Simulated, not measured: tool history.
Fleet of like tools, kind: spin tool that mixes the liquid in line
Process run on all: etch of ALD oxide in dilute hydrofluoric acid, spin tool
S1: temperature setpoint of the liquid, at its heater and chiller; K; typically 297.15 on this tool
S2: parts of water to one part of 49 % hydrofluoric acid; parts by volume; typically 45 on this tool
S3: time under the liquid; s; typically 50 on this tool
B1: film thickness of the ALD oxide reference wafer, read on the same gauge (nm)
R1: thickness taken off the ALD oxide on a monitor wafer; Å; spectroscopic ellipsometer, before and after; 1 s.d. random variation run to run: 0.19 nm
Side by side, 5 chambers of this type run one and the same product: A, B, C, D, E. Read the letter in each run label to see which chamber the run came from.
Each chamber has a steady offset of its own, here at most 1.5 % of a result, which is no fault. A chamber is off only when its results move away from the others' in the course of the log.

| run | hour | S1 | S2 | S3 | B1 | R1 |
|---|---|---|---|---|---|---|
| 1D | 4.4 | 297.15 | 45 | 50 | 130.03 | 221.41 |
| 2E | 11.9 | 297.15 | 45 | 50 | 129.99 | 223.17 |
| 3C | 18.2 | 297.15 | 45 | 50 | 129.99 | 223.03 |
| 4B | 25.8 | 297.15 | 45 | 50 | 130.02 | 224.59 |
| 5A | 30.3 | 297.15 | 45 | 50 | 130.00 | 226.36 |
| 6C | 39.4 | 301.15 | 45 | 65 | 129.97 | 345.30 |
| 7B | 48.6 | 301.15 | 45 | 65 | 130.02 | 344.73 |
| 8A | 54.3 | 301.15 | 45 | 65 | 129.97 | 345.15 |
| 9D | 62.6 | 301.15 | 45 | 65 | 129.97 | 341.42 |
| 10E | 67.5 | 301.15 | 45 | 65 | 130.04 | 343.14 |
| 11C | 74.7 | 297.15 | 45 | 50 | 129.99 | 227.24 |
| 12B | 80.0 | 297.15 | 45 | 50 | 130.00 | 223.71 |
| 13D | 85.3 | 297.15 | 45 | 50 | 130.02 | 224.05 |
| 14A | 91.1 | 297.15 | 45 | 50 | 129.99 | 226.10 |
| 15E | 100.7 | 300.65 | 45 | 50 | 129.98 | 263.35 |
| 16C | 109.0 | 300.65 | 45 | 50 | 130.02 | 262.61 |
| 17B | 116.0 | 300.65 | 45 | 50 | 129.99 | 255.97 |
| 18D | 123.6 | 300.65 | 45 | 50 | 129.99 | 256.72 |
| 19E | 128.6 | 300.65 | 45 | 50 | 130.01 | 257.58 |
| 20A | 134.5 | 297.15 | 45 | 50 | 130.00 | 227.69 |
| 21A | 140.1 | 297.15 | 45 | 50 | 129.99 | 225.19 |
|  | 141.9 | chamber E: thermometer replaced |
| 22B | 146.1 | 297.15 | 45 | 70 | 130.02 | 309.37 |
| 23C | 152.3 | 297.15 | 45 | 70 | 130.02 | 312.38 |
| 24E | 159.2 | 297.15 | 45 | 70 | 130.02 | 313.24 |
| 25D | 164.0 | 297.15 | 45 | 70 | 130.00 | 311.75 |
| 26A | 170.5 | 297.15 | 45 | 70 | 130.00 | 315.77 |
| 27E | 177.2 | 297.15 | 45 | 50 | 130.00 | 223.74 |
| 28B | 185.1 | 297.15 | 45 | 50 | 130.04 | 226.98 |
| 29C | 192.7 | 297.15 | 45 | 50 | 129.99 | 226.25 |
| 30D | 199.7 | 297.15 | 45 | 50 | 130.00 | 223.37 |
| 31E | 204.6 | 300.15 | 45 | 65 | 130.01 | 331.58 |
| 32A | 209.8 | 300.15 | 45 | 65 | 130.02 | 333.23 |
| 33D | 215.1 | 300.15 | 45 | 65 | 130.01 | 322.67 |
| 34C | 223.6 | 300.15 | 45 | 65 | 130.01 | 327.57 |
| 35B | 228.6 | 300.15 | 45 | 65 | 130.01 | 330.03 |
| 36D | 233.1 | 297.15 | 45 | 50 | 129.98 | 221.92 |
| 37C | 242.0 | 297.15 | 45 | 50 | 130.01 | 226.25 |
| 38E | 247.4 | 294.15 | 45 | 50 | 130.00 | 196.65 |
| 39A | 252.1 | 294.15 | 45 | 50 | 130.01 | 203.02 |
| 40B | 259.5 | 294.15 | 45 | 50 | 130.02 | 192.38 |
| 41D | 265.6 | 294.15 | 45 | 50 | 129.99 | 197.10 |
| 42C | 270.2 | 294.15 | 45 | 50 | 129.98 | 199.57 |
| 43A | 274.6 | 297.15 | 45 | 50 | 130.00 | 227.02 |
| 44B | 283.7 | 297.15 | 45 | 50 | 129.99 | 227.33 |

What goes on in this fleet: one chamber off, a drifting gauge, or nothing beyond the chambers' own small offsets? Name the chamber and the cause, if any.

Neither any chamber nor the gauge drifts; the chambers differ only by their own small, steady offsets.
